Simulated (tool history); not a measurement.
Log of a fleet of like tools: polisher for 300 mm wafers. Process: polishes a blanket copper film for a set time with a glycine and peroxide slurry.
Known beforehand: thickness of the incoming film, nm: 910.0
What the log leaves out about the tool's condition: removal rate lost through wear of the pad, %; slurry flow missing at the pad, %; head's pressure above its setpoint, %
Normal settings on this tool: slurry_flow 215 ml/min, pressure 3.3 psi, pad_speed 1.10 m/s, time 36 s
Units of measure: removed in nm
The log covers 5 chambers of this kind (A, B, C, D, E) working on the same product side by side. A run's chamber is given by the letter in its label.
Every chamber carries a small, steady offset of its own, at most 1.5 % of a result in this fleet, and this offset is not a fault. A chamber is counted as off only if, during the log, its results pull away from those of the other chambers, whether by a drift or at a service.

run,hour,slurry_flow,pressure,pad_speed,time,wafers polished on this pad,hours since the slurry nozzle was cleaned,hours since the head pressure was calibrated,removed
1C,2.4,215,3.3,1.10,36,191,620.9,30.8,295.72
2E,5.7,215,3.3,1.10,36,275,153.3,864.5,293.24
3D,11.3,215,3.3,1.10,36,844,243.2,334.3,290.36
4A,15.4,215,3.3,1.10,36,1057,194.8,591.3,290.18
5B,19.2,215,3.3,1.10,36,302,386.9,1489.5,286.51
6E,22.3,215,3.3,1.10,36,438,169.9,881.1,295.48
7D,25.4,215,3.3,1.10,36,982,257.3,348.4,294.43
8A,30.1,215,3.3,1.10,36,1200,209.5,606.0,292.18
9C,34.2,215,3.3,1.10,36,502,652.7,62.6,295.01
# hour 34.5: chamber A: worn pad replaced by a new one
10B,38.1,215,3.3,1.10,36,487,405.8,1508.4,289.39
11A,40.6,215,3.3,1.10,36,60,220.0,616.5,296.17
# hour 44.5: chamber B: slurry nozzle cleaned
12B,44.6,215,3.3,1.32,40,551,0.1,1514.9,388.92
13C,49.1,215,3.3,1.32,40,648,667.6,77.5,378.27
14E,51.7,215,3.3,1.32,40,725,199.3,910.5,384.89
# hour 52.0: chamber D: worn pad replaced by a new one
15D,55.0,215,3.3,1.32,40,29,286.9,378.0,385.13
# hour 56.6: chamber A: head pressure recalibrated
16E,59.3,215,3.3,1.32,40,799,206.9,918.1,385.95
17A,64.7,215,3.3,1.10,36,296,244.1,8.2,293.31
18D,67.9,175,2.9,1.10,36,155,299.8,390.9,248.49
19C,73.1,175,2.9,1.10,36,883,691.6,101.5,255.39
20B,76.1,175,2.9,1.10,36,859,31.6,1546.4,260.52
21D,80.4,175,2.9,1.10,36,277,312.3,403.4,249.70
22A,85.0,175,2.9,1.10,36,494,264.4,28.5,260.79
23E,88.3,215,3.3,1.10,36,1083,235.9,947.1,284.95
24C,91.0,215,4.0,1.10,36,1058,709.5,119.4,346.77
25B,94.4,215,4.0,1.10,36,1038,49.9,1564.7,345.44
# hour 99.2: chamber C: worn pad replaced by a new one
26D,99.9,215,4.0,1.10,36,468,331.8,422.9,338.94
# hour 102.4: chamber B: worn pad replaced by a new one
27E,104.2,215,4.0,1.10,36,1238,251.8,963.0,331.96
28C,109.1,215,4.0,1.10,36,97,727.6,137.5,342.06
29A,114.6,215,3.3,1.10,36,784,294.0,58.1,295.44
# hour 116.2: chamber C: slurry nozzle cleaned
30B,117.3,215,3.3,1.10,26,146,72.8,1587.6,211.49
31D,120.9,215,3.3,1.10,26,673,352.8,443.9,209.89
32C,125.3,215,3.3,1.10,26,255,9.1,153.7,211.41
33A,128.8,215,3.3,1.10,26,922,308.2,72.3,215.07
34E,133.7,215,3.3,1.10,26,1527,281.3,992.5,198.26
# hour 136.5: chamber B: head pressure recalibrated
35B,136.9,215,3.3,1.10,36,337,92.4,0.4,292.27
36E,142.0,215,3.3,1.10,36,1608,289.6,1000.8,272.00
37B,146.5,245,3.3,1.10,26,431,102.0,10.0,219.61
38C,151.1,245,3.3,1.10,26,507,34.9,179.5,212.70
# hour 154.2: chamber A: worn pad replaced by a new one
39A,154.8,245,3.3,1.10,26,6,334.2,98.3,217.51
40D,158.4,245,3.3,1.10,26,1040,390.3,481.4,213.90

Is one chamber out of step, is the gauge drifting, or do the chambers differ by no more than their own small offsets? For an off chamber, give its letter and the likeliest cause.

Chamber E drifts away from the others.
Likeliest cause: removal rate lost through wear of the pad, % = 10.1.
The log might look much the same if the cause were instead: head's pressure below its setpoint, %.

Which of the 4 candidates below, each the usual settings with something changed and its results left as question marks, puts chamber E back in line with what the other chambers give on the usual settings?
A result is in line if it is within this distance of the other chambers' mean on the usual settings: removed 11.00 nm
41E-1,162.4,215,3.4,1.14,38,,,,?
41E-2,162.4,215,3.3,1.10,32,,,,?
41E-3,162.4,215,3.3,1.08,35,,,,?
41E-4,162.4,215,3.3,1.12,37,,,,?

Usual-settings mean across the other chambers: removed 293.13 nm
run,removed
41E-1,296.00
41E-2,235.38
41E-3,253.37
41E-4,276.48
41E-1 is the one that brings the chamber's results back in line with the other chambers.

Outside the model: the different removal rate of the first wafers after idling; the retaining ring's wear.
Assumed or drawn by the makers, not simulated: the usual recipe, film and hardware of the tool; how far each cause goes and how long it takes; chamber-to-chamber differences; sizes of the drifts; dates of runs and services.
